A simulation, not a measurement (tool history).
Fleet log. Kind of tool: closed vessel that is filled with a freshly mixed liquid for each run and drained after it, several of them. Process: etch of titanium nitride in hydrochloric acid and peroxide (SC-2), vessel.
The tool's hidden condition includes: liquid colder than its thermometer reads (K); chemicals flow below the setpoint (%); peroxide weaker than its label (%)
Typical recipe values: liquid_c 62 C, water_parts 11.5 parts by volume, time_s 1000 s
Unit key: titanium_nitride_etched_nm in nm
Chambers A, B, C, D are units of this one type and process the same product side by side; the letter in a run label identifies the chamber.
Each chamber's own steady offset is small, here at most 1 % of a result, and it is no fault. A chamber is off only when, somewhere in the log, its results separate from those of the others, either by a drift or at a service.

| run | hour | liquid_c | water_parts | time_s | hours since the thermometer was replaced | hours since the chemicals flow meter was replaced | hours since the drum of peroxide was connected | read-back film thickness of the titanium nitride reference wafer, read on the same gauge (nm) | titanium_nitride_etched_nm |
|---|---|---|---|---|---|---|---|---|---|
| 1D | 10.7 | 62 | 11.5 | 1000 | 262.2 | 698.5 | 301.1 | 140.02 | 42.416 |
| 2A | 16.8 | 62 | 11.5 | 1000 | 1908.5 | 666.0 | 173.4 | 140.02 | 42.061 |
| 3B | 26.5 | 62 | 11.5 | 1000 | 677.6 | 397.3 | 115.4 | 140.02 | 42.246 |
| 4C | 32.7 | 62 | 11.5 | 1000 | 647.9 | 706.9 | 91.9 | 140.01 | 42.777 |
|  | 37.5 | chamber B: chemicals flow meter replaced |
| 5A | 40.8 | 62 | 11.5 | 1000 | 1932.5 | 690.0 | 197.4 | 140.00 | 42.870 |
| 6B | 51.2 | 62 | 11.5 | 1000 | 702.3 | 13.7 | 140.1 | 139.99 | 43.047 |
| 7C | 60.2 | 62 | 11.5 | 1000 | 675.4 | 734.4 | 119.4 | 139.98 | 42.672 |
| 8D | 66.5 | 62 | 11.5 | 1000 | 318.0 | 754.3 | 356.9 | 140.00 | 41.979 |
| 9C | 75.4 | 57 | 11.5 | 1000 | 690.6 | 749.6 | 134.6 | 140.00 | 31.232 |
| 10B | 80.7 | 57 | 11.5 | 1000 | 731.8 | 43.2 | 169.6 | 140.01 | 30.785 |
| 11A | 88.2 | 57 | 11.5 | 1000 | 1979.9 | 737.4 | 244.8 | 139.99 | 30.813 |
| 12D | 97.2 | 57 | 11.5 | 1000 | 348.7 | 785.0 | 387.6 | 140.03 | 30.546 |
| 13B | 107.1 | 62 | 11.5 | 1000 | 758.2 | 69.6 | 196.0 | 139.99 | 42.044 |
| 14C | 112.8 | 62 | 11.5 | 1000 | 728.0 | 787.0 | 172.0 | 139.99 | 42.344 |
| 15A | 120.7 | 62 | 11.5 | 1000 | 2012.4 | 769.9 | 277.3 | 139.99 | 40.941 |
| 16D | 129.8 | 62 | 11.5 | 1000 | 381.3 | 817.6 | 420.2 | 140.02 | 41.283 |
| 17D | 139.8 | 62 | 11.5 | 1000 | 391.3 | 827.6 | 430.2 | 140.00 | 41.480 |
|  | 146.3 | chamber D: new drum of peroxide connected |
| 18A | 150.6 | 62 | 11.5 | 1000 | 2042.3 | 799.8 | 307.2 | 140.01 | 40.894 |
| 19C | 161.6 | 62 | 11.5 | 1000 | 776.8 | 835.8 | 220.8 | 139.99 | 42.592 |
| 20B | 168.3 | 56 | 11.5 | 1000 | 819.4 | 130.8 | 257.2 | 140.00 | 28.973 |
| 21C | 179.4 | 56 | 11.5 | 1000 | 794.6 | 853.6 | 238.6 | 139.99 | 29.031 |
| 22D | 189.9 | 56 | 11.5 | 1000 | 441.4 | 877.7 | 43.7 | 140.01 | 29.184 |
| 23B | 195.2 | 56 | 11.5 | 1000 | 846.3 | 157.7 | 284.1 | 139.98 | 28.797 |
| 24A | 202.3 | 62 | 11.5 | 1000 | 2094.0 | 851.5 | 358.9 | 140.01 | 39.564 |
| 25C | 207.8 | 62 | 11.5 | 1000 | 823.0 | 882.0 | 267.0 | 140.00 | 42.373 |
| 26D | 216.4 | 62 | 11.5 | 1000 | 467.9 | 904.2 | 70.2 | 140.00 | 41.467 |

Predict what each chamber gives when all 4 of them run the settings below next.
| 27A | 224.9 | 62 | 11.5 | 770 |  |  |  |  | ? |
| 27B | 224.9 | 62 | 11.5 | 770 |  |  |  |  | ? |
| 27C | 224.9 | 62 | 11.5 | 770 |  |  |  |  | ? |
| 27D | 224.9 | 62 | 11.5 | 770 |  |  |  |  | ? |

| run | titanium_nitride_etched_nm |
|---|---|
| 27A | 30.218 |
| 27B | 32.819 |
| 27C | 32.843 |
| 27D | 32.266 |
